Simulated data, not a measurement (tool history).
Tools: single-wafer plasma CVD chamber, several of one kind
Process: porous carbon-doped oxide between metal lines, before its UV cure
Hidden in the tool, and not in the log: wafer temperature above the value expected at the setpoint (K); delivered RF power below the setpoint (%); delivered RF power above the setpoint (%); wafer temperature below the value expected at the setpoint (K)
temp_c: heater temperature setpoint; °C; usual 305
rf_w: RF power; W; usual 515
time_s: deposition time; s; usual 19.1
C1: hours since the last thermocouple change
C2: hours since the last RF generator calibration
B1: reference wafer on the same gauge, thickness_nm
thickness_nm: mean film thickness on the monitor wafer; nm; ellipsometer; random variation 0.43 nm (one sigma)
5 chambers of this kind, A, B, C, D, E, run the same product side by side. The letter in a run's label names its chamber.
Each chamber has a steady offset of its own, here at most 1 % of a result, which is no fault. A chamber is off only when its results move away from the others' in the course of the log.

Run 1A, hour 5.8: usual settings; C1 575.6; C2 74.3; B1 94.962. Result: thickness_nm 104.42 nm.
Run 2B, hour 8.8: usual settings; C1 1384.6; C2 2059.5; B1 94.987. Result: thickness_nm 102.98 nm.
Run 3E, hour 12.1: usual settings; C1 1363.1; C2 780.9; B1 95.021. Result: thickness_nm 104.18 nm.
Run 4D, hour 16.5: usual settings; C1 523.9; C2 133.3; B1 95.014. Result: thickness_nm 103.09 nm.
Run 5C, hour 22.2: usual settings; C1 2176.1; C2 624.4; B1 94.986. Result: thickness_nm 103.46 nm.
Run 6D, hour 28.3: usual settings; C1 535.7; C2 145.1; B1 95.17. Result: thickness_nm 103.09 nm.
Run 7B, hour 33.2: usual settings; C1 1409; C2 2083.9; B1 94.965. Result: thickness_nm 102.78 nm.
Run 8E, hour 38.1: usual settings but time_s 16.2 s; C1 1389.1; C2 806.9; B1 95.075. Result: thickness_nm 88.884 nm.
Run 9C, hour 40.9: usual settings but time_s 16.2 s; C1 2194.8; C2 643.1; B1 95.071. Result: thickness_nm 89.345 nm.
Run 10A, hour 45.9: usual settings but time_s 16.2 s; C1 615.7; C2 114.4; B1 94.988. Result: thickness_nm 88.807 nm.
Run 11E, hour 48.7: usual settings but time_s 16.2 s; C1 1399.7; C2 817.5; B1 94.953. Result: thickness_nm 89.069 nm.
Run 12C, hour 52: usual settings but time_s 16.2 s; C1 2205.9; C2 654.2; B1 94.897. Result: thickness_nm 88.598 nm.
Run 13A, hour 58.1: usual settings; C1 627.9; C2 126.6; B1 94.986. Result: thickness_nm 104.29 nm.
Run 14D, hour 62.8: usual settings; C1 570.2; C2 179.6; B1 94.916. Result: thickness_nm 103.45 nm.
Run 15B, hour 68.4: usual settings but rf_w 450 W, time_s 16.7 s; C1 1444.2; C2 2119.1; B1 94.946. Result: thickness_nm 82.45 nm.
Run 16E, hour 72: usual settings but rf_w 450 W, time_s 16.7 s; C1 1423; C2 840.8; B1 94.964. Result: thickness_nm 83.84 nm.
Run 17B, hour 75.7: usual settings but rf_w 450 W, time_s 16.7 s; C1 1451.5; C2 2126.4; B1 94.933. Result: thickness_nm 82.237 nm.
Run 18C, hour 79.9: usual settings but rf_w 450 W, time_s 16.7 s; C1 2233.8; C2 682.1; B1 94.956. Result: thickness_nm 83.399 nm.
Run 19D, hour 83.7: usual settings but rf_w 450 W, time_s 16.7 s; C1 591.1; C2 200.5; B1 95.04. Result: thickness_nm 82.633 nm.
Run 20A, hour 90.1: usual settings; C1 659.9; C2 158.6; B1 94.988. Result: thickness_nm 104.65 nm.
Run 21D, hour 93.4: usual settings but temp_c 311 °C, time_s 17.8 s; C1 600.8; C2 210.2; B1 94.936. Result: thickness_nm 93.213 nm.
Run 22E, hour 97: usual settings but temp_c 311 °C, time_s 17.8 s; C1 1448; C2 865.8; B1 95.017. Result: thickness_nm 94.418 nm.
Run 23A, hour 103.2: usual settings but temp_c 311 °C, time_s 17.8 s; C1 673; C2 171.7; B1 95.037. Result: thickness_nm 94.641 nm.
Run 24C, hour 108.8: usual settings but temp_c 311 °C, time_s 17.8 s; C1 2262.7; C2 711; B1 95.016. Result: thickness_nm 93.242 nm.
Run 25B, hour 115: usual settings but temp_c 311 °C, time_s 17.8 s; C1 1490.8; C2 2165.7; B1 95.079. Result: thickness_nm 91.574 nm.
Run 26A, hour 118.5: usual settings; C1 688.3; C2 187; B1 95.038. Result: thickness_nm 104.24 nm.
Run 27D, hour 124.5: usual settings; C1 631.9; C2 241.3; B1 95.066. Result: thickness_nm 102.38 nm.
Run 28B, hour 128: usual settings; C1 1503.8; C2 2178.7; B1 94.967. Result: thickness_nm 101.63 nm.
Run 29E, hour 131.8: usual settings; C1 1482.8; C2 900.6; B1 94.982. Result: thickness_nm 104.32 nm.
Run 30C, hour 136.7: usual settings; C1 2290.6; C2 738.9; B1 95.046. Result: thickness_nm 104.19 nm.
Run 31D, hour 140: usual settings; C1 647.4; C2 256.8; B1 94.975. Result: thickness_nm 103.09 nm.
Run 32E, hour 146.5: usual settings; C1 1497.5; C2 915.3; B1 94.914. Result: thickness_nm 103.87 nm.
Run 33C, hour 151.6: usual settings but temp_c 315 °C, time_s 21 s; C1 2305.5; C2 753.8; B1 95.063. Result: thickness_nm 108.16 nm.
Run 34A, hour 157.9: usual settings but temp_c 315 °C, time_s 21 s; C1 727.7; C2 226.4; B1 94.993. Result: thickness_nm 108.85 nm.
Run 35B, hour 163.9: usual settings but temp_c 315 °C, time_s 21 s; C1 1539.7; C2 2214.6; B1 95.098. Result: thickness_nm 105.05 nm.
Run 36A, hour 169.7: usual settings but temp_c 315 °C, time_s 21 s; C1 739.5; C2 238.2; B1 94.986. Result: thickness_nm 108.35 nm.
Run 37E, hour 174.8: usual settings but temp_c 315 °C, time_s 21 s; C1 1525.8; C2 943.6; B1 95.002. Result: thickness_nm 107.66 nm.
Run 38B, hour 178.9: usual settings but rf_w 450 W; C1 1554.7; C2 2229.6; B1 94.998. Result: thickness_nm 91.225 nm.
Run 39D, hour 184.4: usual settings but rf_w 450 W; C1 691.8; C2 301.2; B1 94.982. Result: thickness_nm 93.549 nm.
Run 40C, hour 189.5: usual settings but rf_w 450 W; C1 2343.4; C2 791.7; B1 94.855. Result: thickness_nm 94.786 nm.

Is one chamber off against the others, does the gauge drift, or is nothing wrong? If a chamber is off, say which, and what the likeliest cause is.

Chamber B drifts away from the others.
Cause: wafer temperature above the value expected at the setpoint (K) = 5.03.
The log may not tell that from: delivered RF power below the setpoint (%).

Here are 4 candidates for chamber B's next run, each the usual settings with a change, their results left as question marks. Which one brings its results back in line with what the others give on the usual settings?
In line means no further than this from the other chambers' mean on the usual settings: thickness_nm 1.5 nm
Run 41B-1, hour 194.2: usual settings but temp_c 304 °C, rf_w 525 W, time_s 19.5 s. Result: thickness_nm ?.
Run 41B-2, hour 194.2: usual settings but time_s 19 s. Result: thickness_nm ?.
Run 41B-3, hour 194.2: usual settings but rf_w 490 W. Result: thickness_nm ?.
Run 41B-4, hour 194.2: usual settings but time_s 19.2 s. Result: thickness_nm ?.

The other chambers' mean on the usual settings: thickness_nm 103.85 nm
  run  thickness_nm
41B-1        104.57
41B-2        100.11
41B-3        97.252
41B-4        101.13
41B-1 brings the chamber back in line.
